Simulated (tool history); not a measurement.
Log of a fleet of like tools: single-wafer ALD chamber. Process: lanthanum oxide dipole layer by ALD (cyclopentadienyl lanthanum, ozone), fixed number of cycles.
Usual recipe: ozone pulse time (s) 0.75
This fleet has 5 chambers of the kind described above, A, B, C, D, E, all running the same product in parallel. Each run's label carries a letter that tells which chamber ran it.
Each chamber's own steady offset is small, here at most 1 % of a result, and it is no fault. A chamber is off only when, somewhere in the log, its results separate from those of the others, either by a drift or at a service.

| run | hour | ozone pulse time (s) | read-back reference wafer on the same gauge, thickness_nm | mean film thickness on the monitor wafer (angstrom) |
|---|---|---|---|---|
| 1B | 3.3 | 0.75 | 0.50382 | 4.4593 |
| 2C | 7.9 | 0.75 | 0.50394 | 4.5157 |
| 3A | 13.4 | 0.75 | 0.50419 | 4.5165 |
| 4D | 17.0 | 0.75 | 0.50412 | 4.4688 |
| 5E | 22.6 | 0.75 | 0.50360 | 4.4859 |
| 6D | 28.7 | 0.75 | 0.50358 | 4.5030 |
| 7C | 33.6 | 0.55 | 0.50411 | 3.8608 |
| 8A | 39.0 | 0.55 | 0.50407 | 3.8754 |
| 9B | 45.0 | 0.55 | 0.50395 | 3.8555 |
| 10E | 50.9 | 0.55 | 0.50341 | 3.8538 |
| 11D | 56.1 | 0.55 | 0.50332 | 3.8374 |
| 12E | 61.8 | 0.90 | 0.50359 | 4.7973 |
| 13A | 65.1 | 0.90 | 0.50441 | 4.8579 |
| 14B | 70.0 | 0.90 | 0.50404 | 4.7707 |
| 15C | 74.9 | 0.90 | 0.50384 | 4.8084 |
| 16E | 81.1 | 0.90 | 0.50350 | 4.8400 |
| 17A | 86.6 | 0.75 | 0.50375 | 4.5185 |
| 18D | 90.7 | 0.75 | 0.50390 | 4.5114 |
| 19C | 95.6 | 0.75 | 0.50374 | 4.5000 |
| 20B | 99.1 | 0.75 | 0.50391 | 4.4991 |
|  | 102.4 | chamber E: thermocouple changed; heater temperature recalibrated |
| 21C | 103.9 | 0.75 | 0.50399 | 4.5123 |
| 22D | 110.1 | 0.98 | 0.50396 | 5.0124 |
| 23A | 116.0 | 0.98 | 0.50375 | 4.9817 |
| 24E | 122.2 | 0.98 | 0.50400 | 4.9849 |
| 25B | 126.1 | 0.98 | 0.50423 | 4.9312 |
| 26D | 130.4 | 0.98 | 0.50441 | 4.9773 |
| 27B | 135.8 | 0.75 | 0.50417 | 4.4438 |
| 28C | 140.0 | 0.64 | 0.50389 | 4.1320 |
| 29A | 144.8 | 0.64 | 0.50431 | 4.1764 |
| 30E | 147.8 | 0.64 | 0.50393 | 4.1698 |
| 31A | 150.8 | 0.64 | 0.50434 | 4.1837 |
| 32E | 154.8 | 0.64 | 0.50381 | 4.1811 |
| 33B | 158.6 | 0.75 | 0.50441 | 4.4755 |
| 34C | 162.8 | 0.75 | 0.50380 | 4.4614 |
| 35D | 167.2 | 0.75 | 0.50386 | 4.4945 |
| 36E | 170.4 | 0.75 | 0.50396 | 4.4607 |
| 37D | 173.9 | 0.92 | 0.50403 | 4.8784 |
| 38C | 179.4 | 0.92 | 0.50435 | 4.8512 |
| 39B | 182.6 | 0.92 | 0.50400 | 4.8368 |
| 40A | 187.4 | 0.92 | 0.50426 | 4.8758 |
| 41B | 192.5 | 0.92 | 0.50451 | 4.8211 |
| 42A | 195.7 | 0.75 | 0.50415 | 4.4994 |
| 43E | 198.6 | 0.75 | 0.50462 | 4.4824 |

Next, all 5 chambers run the settings below, one line each with question marks for the results. What does each chamber give?
| 44A | 203.1 | 0.75 |  | ? |
| 44B | 203.1 | 0.75 |  | ? |
| 44C | 203.1 | 0.75 |  | ? |
| 44D | 203.1 | 0.75 |  | ? |
| 44E | 203.1 | 0.75 |  | ? |

| run | mean film thickness on the monitor wafer (angstrom) |
|---|---|
| 44A | 4.4741 |
| 44B | 4.4661 |
| 44C | 4.4878 |
| 44D | 4.4978 |
| 44E | 4.4605 |
